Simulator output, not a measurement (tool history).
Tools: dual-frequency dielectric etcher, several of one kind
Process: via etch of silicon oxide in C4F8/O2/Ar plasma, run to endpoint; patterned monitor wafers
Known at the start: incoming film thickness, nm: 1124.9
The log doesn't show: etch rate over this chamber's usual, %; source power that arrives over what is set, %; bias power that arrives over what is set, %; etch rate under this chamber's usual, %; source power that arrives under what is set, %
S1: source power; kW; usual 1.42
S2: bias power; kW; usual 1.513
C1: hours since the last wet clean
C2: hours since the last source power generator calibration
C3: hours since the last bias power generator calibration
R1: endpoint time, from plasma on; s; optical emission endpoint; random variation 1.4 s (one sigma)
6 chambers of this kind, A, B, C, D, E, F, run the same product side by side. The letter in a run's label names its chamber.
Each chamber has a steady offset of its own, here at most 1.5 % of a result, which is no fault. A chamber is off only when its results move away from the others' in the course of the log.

run 1C day=0.654 | S1=1.42 S2=1.513 | C1=256.6 C2=3754.2 C3=2406.5 | R1=268.54
run 2D day=1.342 | S1=1.42 S2=1.513 | C1=337.7 C2=1387.8 C3=2306.9 | R1=276.91
run 3E day=1.796 | S1=1.42 S2=1.513 | C1=322 C2=333.8 C3=4046.8 | R1=275.86
run 4B day=2.408 | S1=1.42 S2=1.513 | C1=203.3 C2=1266.8 C3=1461.7 | R1=274.47
-- day=2.542 chamber C: source power generator calibrated
run 5F day=2.95 | S1=1.42 S2=1.513 | C1=366.6 C2=1377.3 C3=149.7 | R1=276.08
run 6A day=3.604 | S1=1.58 S2=1.513 | C1=117.9 C2=421.1 C3=1295 | R1=263.91
run 7A day=4.279 | S1=1.58 S2=1.513 | C1=134.1 C2=437.3 C3=1311.2 | R1=267.37
run 8F day=4.671 | S1=1.58 S2=1.513 | C1=407.9 C2=1418.6 C3=191 | R1=266.77
-- day=4.779 chamber F: wet clean of the chamber
run 9D day=5.338 | S1=1.58 S2=1.513 | C1=433.6 C2=1483.7 C3=2402.8 | R1=264.04
run 10B day=5.862 | S1=1.58 S2=1.513 | C1=286.2 C2=1349.7 C3=1544.6 | R1=266.85
run 11C day=6.196 | S1=1.58 S2=1.513 | C1=389.6 C2=87.7 C3=2539.5 | R1=258.26
run 12E day=6.592 | S1=1.42 S2=1.513 | C1=437.1 C2=448.9 C3=4161.9 | R1=277.19
run 13F day=6.975 | S1=1.18 S2=1.196 | C1=52.7 C2=1473.9 C3=246.3 | R1=317.67
-- day=7.325 chamber C: wet clean of the chamber
run 14A day=7.479 | S1=1.18 S2=1.196 | C1=210.9 C2=514.1 C3=1388 | R1=317.55
run 15E day=8.092 | S1=1.18 S2=1.196 | C1=473.1 C2=484.9 C3=4197.9 | R1=317.76
run 16D day=8.608 | S1=1.18 S2=1.196 | C1=512.1 C2=1562.2 C3=2481.3 | R1=320.14
run 17C day=8.938 | S1=1.18 S2=1.196 | C1=38.7 C2=153.5 C3=2605.3 | R1=310.83
run 18B day=9.342 | S1=1.18 S2=1.196 | C1=369.7 C2=1433.2 C3=1628.1 | R1=318.51
-- day=9.433 chamber E: bias power generator calibrated
run 19F day=9.917 | S1=1.42 S2=1.513 | C1=123.3 C2=1544.5 C3=316.9 | R1=276.11
run 20C day=10.521 | S1=1.42 S2=1.513 | C1=76.7 C2=191.5 C3=2643.3 | R1=273.22
run 21B day=10.971 | S1=1.42 S2=1.513 | C1=408.8 C2=1472.3 C3=1667.2 | R1=278.03
run 22D day=11.475 | S1=1.42 S2=1.513 | C1=580.9 C2=1631 C3=2550.1 | R1=280.89
-- day=12.029 chamber A: wet clean of the chamber
run 23E day=12.112 | S1=1.42 S2=1.513 | C1=569.6 C2=581.4 C3=64.4 | R1=277.15
run 24A day=12.617 | S1=1.27 S2=1.313 | C1=14.1 C2=637.4 C3=1511.3 | R1=303.96
-- day=12.675 chamber E: wet clean of the chamber
run 25F day=13.221 | S1=1.27 S2=1.313 | C1=202.6 C2=1623.8 C3=396.2 | R1=301.18
run 26B day=13.821 | S1=1.27 S2=1.313 | C1=477.2 C2=1540.7 C3=1735.6 | R1=303.39
run 27E day=14.362 | S1=1.27 S2=1.313 | C1=40.5 C2=635.4 C3=118.4 | R1=300.25
run 28A day=14.804 | S1=1.27 S2=1.313 | C1=66.6 C2=689.9 C3=1563.8 | R1=300.95
run 29C day=15.346 | S1=1.27 S2=1.313 | C1=192.5 C2=307.3 C3=2759.1 | R1=297.2
run 30D day=16.012 | S1=1.42 S2=1.513 | C1=689.8 C2=1739.9 C3=2659 | R1=280.06
run 31E day=16.583 | S1=1.42 S2=1.513 | C1=93.8 C2=688.7 C3=171.7 | R1=276.09
-- day=17 chamber B: wet clean of the chamber
run 32A day=17.25 | S1=1.42 S2=1.513 | C1=125.3 C2=748.6 C3=1622.5 | R1=275.99
run 33B day=17.938 | S1=1.42 S2=1.513 | C1=22.6 C2=1639.5 C3=1834.4 | R1=275.54
run 34C day=18.492 | S1=1.42 S2=1.626 | C1=268 C2=382.8 C3=2834.6 | R1=265.43
-- day=18.979 chamber F: wet clean of the chamber
run 35D day=19.033 | S1=1.42 S2=1.626 | C1=762.3 C2=1812.4 C3=2731.5 | R1=279.14
run 36F day=19.708 | S1=1.42 S2=1.626 | C1=17.6 C2=1779.5 C3=551.9 | R1=272.76
run 37B day=20.071 | S1=1.42 S2=1.626 | C1=73.8 C2=1690.7 C3=1885.6 | R1=271.94
run 38A day=20.512 | S1=1.42 S2=1.626 | C1=203.6 C2=826.9 C3=1700.8 | R1=271.14
run 39C day=20.996 | S1=1.42 S2=1.626 | C1=328.1 C2=442.9 C3=2894.7 | R1=267.76
run 40D day=21.583 | S1=1.42 S2=1.513 | C1=823.5 C2=1873.6 C3=2792.7 | R1=287.39
run 41F day=22.067 | S1=1.42 S2=1.513 | C1=74.2 C2=1836.1 C3=608.5 | R1=275.28
run 42E day=22.388 | S1=1.42 S2=1.513 | C1=233.1 C2=828 C3=311 | R1=278.31
run 43C day=22.862 | S1=1.42 S2=1.513 | C1=372.9 C2=487.7 C3=2939.5 | R1=270.94

All 6 chambers run these settings next. Forecast each chamber's results:
run 44A day=23.362 | S1=1.42 S2=1.349 | R1=?
run 44B day=23.362 | S1=1.42 S2=1.349 | R1=?
run 44C day=23.362 | S1=1.42 S2=1.349 | R1=?
run 44D day=23.362 | S1=1.42 S2=1.349 | R1=?
run 44E day=23.362 | S1=1.42 S2=1.349 | R1=?
run 44F day=23.362 | S1=1.42 S2=1.349 | R1=?

run=44A R1=281.97
run=44B R1=285.1
run=44C R1=280.3
run=44D R1=295.54
run=44E R1=284.06
run=44F R1=285.02

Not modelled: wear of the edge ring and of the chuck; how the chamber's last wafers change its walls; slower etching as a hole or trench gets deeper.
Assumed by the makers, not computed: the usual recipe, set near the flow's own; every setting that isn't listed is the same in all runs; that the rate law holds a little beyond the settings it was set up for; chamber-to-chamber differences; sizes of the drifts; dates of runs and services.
